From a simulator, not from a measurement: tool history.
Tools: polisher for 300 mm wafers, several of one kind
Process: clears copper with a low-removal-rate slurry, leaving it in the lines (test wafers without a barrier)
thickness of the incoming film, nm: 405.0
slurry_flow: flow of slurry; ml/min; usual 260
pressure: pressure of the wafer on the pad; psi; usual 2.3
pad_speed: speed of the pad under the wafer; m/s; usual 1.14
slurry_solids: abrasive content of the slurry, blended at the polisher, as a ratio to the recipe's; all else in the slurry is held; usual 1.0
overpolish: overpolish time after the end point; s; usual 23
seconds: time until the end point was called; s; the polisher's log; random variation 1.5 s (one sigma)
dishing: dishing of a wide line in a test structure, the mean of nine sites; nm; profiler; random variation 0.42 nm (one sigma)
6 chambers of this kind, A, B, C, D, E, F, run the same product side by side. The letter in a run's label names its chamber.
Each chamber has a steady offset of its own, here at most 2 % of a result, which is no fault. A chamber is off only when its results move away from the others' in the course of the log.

run	hour	slurry_flow	pressure	pad_speed	slurry_solids	overpolish	wafers polished on this pad	hours since the slurry nozzle was cleaned	hours since the head pressure was calibrated	hours since the slurry blender was calibrated	seconds	dishing
# hour 1.6: chamber D: slurry blender recalibrated
1C	2.6	260	2.3	1.14	1.0	23	307	674.6	443.8	128.9	140.38	37.521
2F	8.1	260	2.3	1.14	1.0	23	797	652.8	491.2	130.6	146.71	36.525
# hour 10.3: chamber F: slurry blender recalibrated
3D	12.4	260	2.3	1.14	1.0	23	530	79.6	218.9	10.9	143.37	36.562
4A	15.2	260	2.3	1.14	1.0	23	518	657.0	130.1	393.6	146.07	36.845
5E	20.6	260	2.3	1.14	1.0	23	592	260.0	460.4	85.8	143.39	36.783
6B	23.9	260	2.3	1.14	1.0	23	405	389.2	911.4	30.6	144.43	36.988
# hour 25.4: chamber C: slurry blender recalibrated
7F	26.5	260	2.3	1.14	1.0	23	958	671.2	509.6	16.3	143.68	36.431
8A	31.2	205	2.3	1.14	0.9	23	658	673.0	146.1	409.6	152.05	35.291
# hour 33.8: chamber C: slurry nozzle cleaned
9C	35.6	205	2.3	1.14	0.9	23	595	1.8	476.8	10.3	150.29	35.939
# hour 39.1: chamber E: slurry nozzle cleaned
# hour 40.2: chamber A: worn pad replaced by a new one
# hour 40.4: chamber F: worn pad replaced by a new one
10B	40.9	205	2.3	1.14	0.9	23	553	406.2	928.4	47.6	150.48	35.295
# hour 43.3: chamber E: slurry blender recalibrated
11E	46.4	205	2.3	1.14	0.9	23	817	7.4	486.2	3.2	148.63	36.255
# hour 48.7: chamber E: worn pad replaced by a new one
12D	50.2	205	2.3	1.14	0.9	23	860	117.4	256.7	48.7	156.16	35.433
13F	55.7	205	2.3	1.14	0.9	23	133	700.4	538.8	45.5	152.13	35.530
# hour 56.0: chamber A: slurry blender recalibrated
# hour 57.4: chamber B: worn pad replaced by a new one
14D	59.9	260	2.3	1.14	1.0	23	944	127.1	266.4	58.4	144.25	36.820
# hour 61.3: chamber A: slurry nozzle cleaned
# hour 61.9: chamber C: worn pad replaced by a new one
15B	64.7	260	2.3	1.14	1.0	23	64	430.0	952.2	71.4	144.96	36.779
16A	67.6	260	2.3	1.14	1.0	23	239	6.4	182.5	11.7	143.87	37.449
17E	71.6	260	2.3	1.14	1.0	23	200	32.6	511.4	28.4	145.22	36.812
18C	74.4	260	2.3	1.14	1.0	23	109	40.6	515.6	49.1	140.95	36.866
19E	79.0	260	2.3	1.14	1.0	23	264	40.0	518.8	35.8	145.17	38.233
20C	83.4	260	2.3	1.14	1.0	23	187	49.6	524.6	58.1	142.17	37.473
21D	88.1	260	2.3	1.14	1.0	23	1190	155.3	294.6	86.6	148.03	35.800
22A	93.1	260	2.3	1.14	1.0	23	461	31.9	208.0	37.2	141.66	36.774
23B	95.9	260	2.3	1.14	1.0	23	336	461.2	983.4	102.6	146.24	36.252
24F	99.9	260	2.3	1.14	1.0	23	518	744.6	583.0	89.7	144.17	36.745
# hour 105.0: chamber A: worn pad replaced by a new one
25B	105.3	260	2.3	1.14	1.0	23	418	470.6	992.8	112.0	147.02	36.837
26F	107.9	260	2.3	1.14	1.0	23	588	752.6	591.0	97.7	145.34	36.392
27A	111.2	260	2.3	1.14	1.0	23	54	50.0	226.1	55.3	145.45	36.204
28E	115.9	260	2.3	1.14	1.0	23	586	76.9	555.7	72.7	143.25	36.634
29D	119.9	260	2.3	1.14	1.0	23	1468	187.1	326.4	118.4	153.70	36.104
# hour 123.2: chamber B: worn pad replaced by a new one
30C	125.3	260	2.3	1.14	1.0	23	553	91.5	566.5	100.0	139.68	36.121
31C	127.9	260	2.3	1.14	1.0	23	575	94.1	569.1	102.6	140.50	36.518
32D	130.9	260	2.3	1.14	1.0	23	1564	198.1	337.4	129.4	151.63	36.458
33A	134.8	260	2.3	1.14	1.0	23	259	73.6	249.7	78.9	142.88	37.532
# hour 136.1: chamber F: slurry nozzle cleaned
# hour 136.1: chamber F: slurry blender recalibrated
34B	137.9	260	2.3	1.14	1.0	23	128	503.2	1025.4	144.6	143.46	36.086
# hour 138.0: chamber D: slurry blender recalibrated
35F	140.4	260	2.3	1.14	1.0	23	872	4.3	623.5	4.3	144.50	36.415
36E	145.0	260	2.3	1.14	1.0	23	840	106.0	584.8	101.8	142.81	37.322
37C	149.5	260	2.3	1.14	1.0	23	764	115.7	590.7	124.2	141.61	37.293
38B	153.5	260	2.3	1.14	1.0	23	264	518.8	1041.0	160.2	144.91	36.937
39F	158.5	260	2.3	1.14	1.0	23	1029	22.4	641.6	22.4	148.34	37.410
40D	163.6	260	2.3	1.14	1.0	23	1849	230.8	370.1	25.6	156.67	35.354
41A	168.3	260	2.3	1.14	1.0	23	551	107.1	283.2	112.4	144.85	36.984

Next, every chamber runs the same settings. What will each give?
42A	172.3	260	2.3	1.14	1.0	23					?	?
42B	172.3	260	2.3	1.14	1.0	23					?	?
42C	172.3	260	2.3	1.14	1.0	23					?	?
42D	172.3	260	2.3	1.14	1.0	23					?	?
42E	172.3	260	2.3	1.14	1.0	23					?	?
42F	172.3	260	2.3	1.14	1.0	23					?	?

run	seconds	dishing
42A	146.91	36.553
42B	146.15	36.611
42C	146.31	37.222
42D	158.99	34.619
42E	142.96	37.146
42F	146.72	36.997

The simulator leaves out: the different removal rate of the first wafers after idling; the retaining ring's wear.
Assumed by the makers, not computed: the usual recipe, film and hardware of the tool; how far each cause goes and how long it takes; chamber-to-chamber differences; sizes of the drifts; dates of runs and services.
